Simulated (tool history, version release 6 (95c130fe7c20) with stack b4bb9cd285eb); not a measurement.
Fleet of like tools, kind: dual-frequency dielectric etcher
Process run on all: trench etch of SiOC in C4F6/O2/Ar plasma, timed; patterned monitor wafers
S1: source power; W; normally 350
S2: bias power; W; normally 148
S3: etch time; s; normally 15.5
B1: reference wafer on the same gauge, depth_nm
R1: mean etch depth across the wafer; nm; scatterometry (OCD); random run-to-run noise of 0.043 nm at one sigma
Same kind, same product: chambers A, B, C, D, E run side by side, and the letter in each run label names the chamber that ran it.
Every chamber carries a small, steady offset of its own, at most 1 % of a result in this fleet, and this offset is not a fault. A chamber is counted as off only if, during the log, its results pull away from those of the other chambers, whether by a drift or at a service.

| run | day | S1 | S2 | S3 | B1 | R1 |
|---|---|---|---|---|---|---|
| 1B | 0.4 | 350 | 148 | 15.5 | 26.304 | 29.043 |
| 2C | 0.642 | 350 | 148 | 15.5 | 26.286 | 28.871 |
| 3E | 1 | 350 | 148 | 15.5 | 26.28 | 28.658 |
| 4D | 1.312 | 350 | 148 | 15.5 | 26.281 | 28.806 |
| 5A | 1.667 | 350 | 148 | 15.5 | 26.284 | 28.546 |
| 6E | 1.921 | 350 | 148 | 15.5 | 26.264 | 28.594 |
| 7A | 2.117 | 350 | 148 | 15.5 | 26.264 | 28.575 |
| 8D | 2.383 | 350 | 126 | 15.5 | 26.267 | 27.558 |
| 9C | 2.638 | 350 | 126 | 15.5 | 26.259 | 27.377 |
| 10B | 2.875 | 350 | 126 | 15.5 | 26.27 | 27.52 |
| 11C | 3.117 | 350 | 126 | 15.5 | 26.258 | 27.418 |
| 12A | 3.458 | 350 | 126 | 15.5 | 26.241 | 27.178 |
| 13B | 3.858 | 350 | 148 | 15.5 | 26.237 | 28.961 |
| 14D | 4.221 | 350 | 148 | 15.5 | 26.237 | 28.802 |
|  | 4.296 | chamber E: source power generator calibrated |
|  | 4.512 | chamber E: bias power generator calibrated |
| 15E | 4.567 | 350 | 148 | 15.5 | 26.232 | 28.669 |
| 16B | 4.771 | 350 | 148 | 15.5 | 26.231 | 28.911 |
|  | 4.904 | chamber D: wet clean of the chamber |
| 17A | 4.962 | 350 | 148 | 15.5 | 26.219 | 28.611 |
| 18C | 5.242 | 350 | 148 | 15.5 | 26.229 | 28.674 |
| 19E | 5.446 | 350 | 148 | 15.5 | 26.218 | 28.594 |
| 20D | 5.679 | 400 | 129 | 15.5 | 26.211 | 29.176 |
| 21A | 5.946 | 400 | 129 | 15.5 | 26.207 | 28.914 |
| 22D | 6.142 | 400 | 129 | 15.5 | 26.199 | 29.11 |
| 23C | 6.504 | 400 | 129 | 15.5 | 26.193 | 29.087 |
| 24B | 6.854 | 400 | 129 | 15.5 | 26.193 | 29.275 |
| 25E | 7.088 | 350 | 148 | 15.5 | 26.186 | 28.583 |
| 26B | 7.462 | 350 | 148 | 15.5 | 26.181 | 28.908 |
| 27C | 7.808 | 350 | 148 | 15.5 | 26.177 | 28.691 |
| 28A | 8.088 | 350 | 148 | 15.5 | 26.167 | 28.454 |
| 29D | 8.304 | 390 | 148 | 15.5 | 26.17 | 29.986 |
| 30E | 8.612 | 390 | 148 | 15.5 | 26.177 | 29.769 |
| 31E | 8.988 | 390 | 148 | 15.5 | 26.165 | 29.85 |
| 32A | 9.396 | 390 | 148 | 15.5 | 26.161 | 29.766 |
| 33B | 9.662 | 390 | 148 | 15.5 | 26.158 | 30.134 |
| 34C | 10.004 | 350 | 148 | 15.5 | 26.138 | 28.67 |
| 35D | 10.217 | 350 | 148 | 15.5 | 26.143 | 28.741 |

Does one chamber stand apart from the rest, does the shared gauge drift, or is all well apart from small per-chamber offsets? Give the chamber and the most likely cause, where there is one.

Every chamber seems to shift together because the gauge that measures them all drifts; the chambers themselves are fine.
Likeliest cause: gauge reads low (%) = 0.616.
